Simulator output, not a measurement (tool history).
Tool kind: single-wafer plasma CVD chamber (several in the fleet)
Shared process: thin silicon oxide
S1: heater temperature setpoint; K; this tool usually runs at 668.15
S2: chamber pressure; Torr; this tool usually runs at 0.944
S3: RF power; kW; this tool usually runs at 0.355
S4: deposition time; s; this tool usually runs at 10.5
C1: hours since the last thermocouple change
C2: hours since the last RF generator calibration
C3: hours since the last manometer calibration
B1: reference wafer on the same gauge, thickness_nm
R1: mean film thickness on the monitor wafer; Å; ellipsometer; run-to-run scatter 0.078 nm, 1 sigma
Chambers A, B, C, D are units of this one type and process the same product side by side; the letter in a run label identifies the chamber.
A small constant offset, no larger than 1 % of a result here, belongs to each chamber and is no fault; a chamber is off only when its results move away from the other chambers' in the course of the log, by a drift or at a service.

{"run": "1B", "hour": 14.9, "S1": 668.15, "S2": 0.944, "S3": 0.355, "S4": 10.5, "C1": 1543.8, "C2": 1198.1, "C3": 90.4, "B1": 25.099, "R1": 239.9}
{"run": "2C", "hour": 24.4, "S1": 668.15, "S2": 0.944, "S3": 0.355, "S4": 10.5, "C1": 1809.1, "C2": 1531.2, "C3": 768.1, "B1": 25.084, "R1": 237.73}
{"run": "3D", "hour": 38.6, "S1": 668.15, "S2": 0.944, "S3": 0.355, "S4": 10.5, "C1": 1425.5, "C2": 2506.6, "C3": 2697.0, "B1": 25.108, "R1": 236.3}
{"run": "4A", "hour": 49.7, "S1": 668.15, "S2": 0.944, "S3": 0.355, "S4": 10.5, "C1": 929.5, "C2": 94.8, "C3": 215.5, "B1": 25.112, "R1": 237.71}
{"hour": 56.9, "done": "chamber D: RF generator calibrated"}
{"run": "5C", "hour": 64.1, "S1": 668.15, "S2": 0.944, "S3": 0.355, "S4": 10.5, "C1": 1848.8, "C2": 1570.9, "C3": 807.8, "B1": 25.105, "R1": 237.46}
{"run": "6A", "hour": 78.6, "S1": 668.15, "S2": 0.944, "S3": 0.39, "S4": 12.2, "C1": 958.4, "C2": 123.7, "C3": 244.4, "B1": 25.083, "R1": 285.16}
{"run": "7B", "hour": 91.3, "S1": 668.15, "S2": 0.944, "S3": 0.39, "S4": 12.2, "C1": 1620.2, "C2": 1274.5, "C3": 166.8, "B1": 25.102, "R1": 286.54}
{"run": "8D", "hour": 104.9, "S1": 668.15, "S2": 0.944, "S3": 0.39, "S4": 12.2, "C1": 1491.8, "C2": 48.1, "C3": 2763.3, "B1": 25.098, "R1": 283.97}
{"run": "9A", "hour": 117.1, "S1": 668.15, "S2": 0.944, "S3": 0.39, "S4": 12.2, "C1": 996.9, "C2": 162.2, "C3": 282.9, "B1": 25.084, "R1": 285.38}
{"hour": 120.7, "done": "chamber D: capacitance manometer re-zeroed and calibrated"}
{"run": "10D", "hour": 127.4, "S1": 668.15, "S2": 0.861, "S3": 0.355, "S4": 9.0, "C1": 1514.3, "C2": 70.6, "C3": 6.7, "B1": 25.116, "R1": 195.76}
{"run": "11B", "hour": 136.7, "S1": 668.15, "S2": 0.861, "S3": 0.355, "S4": 9.0, "C1": 1665.6, "C2": 1319.9, "C3": 212.2, "B1": 25.089, "R1": 189.78}
{"run": "12C", "hour": 145.7, "S1": 668.15, "S2": 0.861, "S3": 0.355, "S4": 9.0, "C1": 1930.4, "C2": 1652.5, "C3": 889.4, "B1": 25.108, "R1": 188.58}
{"run": "13A", "hour": 153.8, "S1": 668.15, "S2": 0.861, "S3": 0.355, "S4": 9.0, "C1": 1033.6, "C2": 198.9, "C3": 319.6, "B1": 25.093, "R1": 188.24}
{"run": "14C", "hour": 167.5, "S1": 668.15, "S2": 0.944, "S3": 0.4, "S4": 10.5, "C1": 1952.2, "C2": 1674.3, "C3": 911.2, "B1": 25.101, "R1": 247.82}
{"run": "15B", "hour": 177.8, "S1": 668.15, "S2": 0.944, "S3": 0.4, "S4": 10.5, "C1": 1706.7, "C2": 1361.0, "C3": 253.3, "B1": 25.11, "R1": 249.94}
{"run": "16D", "hour": 192.0, "S1": 668.15, "S2": 0.944, "S3": 0.4, "S4": 10.5, "C1": 1578.9, "C2": 135.2, "C3": 71.3, "B1": 25.087, "R1": 258.47}
{"run": "17A", "hour": 203.8, "S1": 668.15, "S2": 0.944, "S3": 0.4, "S4": 10.5, "C1": 1083.6, "C2": 248.9, "C3": 369.6, "B1": 25.089, "R1": 248.15}
{"run": "18B", "hour": 212.1, "S1": 668.15, "S2": 0.944, "S3": 0.355, "S4": 10.5, "C1": 1741.0, "C2": 1395.3, "C3": 287.6, "B1": 25.091, "R1": 239.28}
{"run": "19D", "hour": 220.5, "S1": 668.15, "S2": 0.944, "S3": 0.355, "S4": 10.5, "C1": 1607.4, "C2": 163.7, "C3": 99.8, "B1": 25.12, "R1": 245.91}
{"run": "20C", "hour": 232.7, "S1": 668.15, "S2": 0.944, "S3": 0.355, "S4": 10.5, "C1": 2017.4, "C2": 1739.5, "C3": 976.4, "B1": 25.123, "R1": 239.32}
{"run": "21D", "hour": 240.6, "S1": 668.15, "S2": 0.944, "S3": 0.355, "S4": 10.5, "C1": 1627.5, "C2": 183.8, "C3": 119.9, "B1": 25.097, "R1": 245.39}
{"run": "22A", "hour": 252.2, "S1": 668.15, "S2": 0.944, "S3": 0.355, "S4": 10.5, "C1": 1132.0, "C2": 297.3, "C3": 418.0, "B1": 25.114, "R1": 236.66}
{"run": "23B", "hour": 264.7, "S1": 668.15, "S2": 0.944, "S3": 0.355, "S4": 10.5, "C1": 1793.6, "C2": 1447.9, "C3": 340.2, "B1": 25.079, "R1": 240.18}
{"run": "24C", "hour": 272.9, "S1": 668.15, "S2": 0.944, "S3": 0.355, "S4": 9.0, "C1": 2057.6, "C2": 1779.7, "C3": 1016.6, "B1": 25.113, "R1": 203.47}

Has any chamber moved away from the others, gradually or after a service, or does the common gauge drift, or do the chambers differ only by their own small steady offsets? State the chamber and the most likely cause if one applies.

A service on chamber D put it out of line with the rest.
Most likely cause: true pressure above the setpoint (%) = 4.56.

Which of the 4 candidates below, each the usual settings with something changed and its results left as question marks, puts chamber D back in line with what the other chambers give on the usual settings?
Counts as in line when no further than this from what the other chambers average on the usual settings: R1 2.70 Å
{"run": "25D-1", "hour": 284.0, "S1": 668.15, "S2": 0.91, "S3": 0.355, "S4": 10.2, "R1": "?"}
{"run": "25D-2", "hour": 284.0, "S1": 668.15, "S2": 0.928, "S3": 0.355, "S4": 10.3, "R1": "?"}
{"run": "25D-3", "hour": 284.0, "S1": 668.15, "S2": 0.944, "S3": 0.355, "S4": 10.8, "R1": "?"}
{"run": "25D-4", "hour": 284.0, "S1": 668.15, "S2": 0.975, "S3": 0.36, "S4": 10.8, "R1": "?"}

Mean of the other chambers on the usual settings: R1 238.46 Å
run=25D-1 R1=231.68
run=25D-2 R1=237.89
run=25D-3 R1=252.49
run=25D-4 R1=259.41
25D-2 is the one that brings the chamber's results back in line with the other chambers.
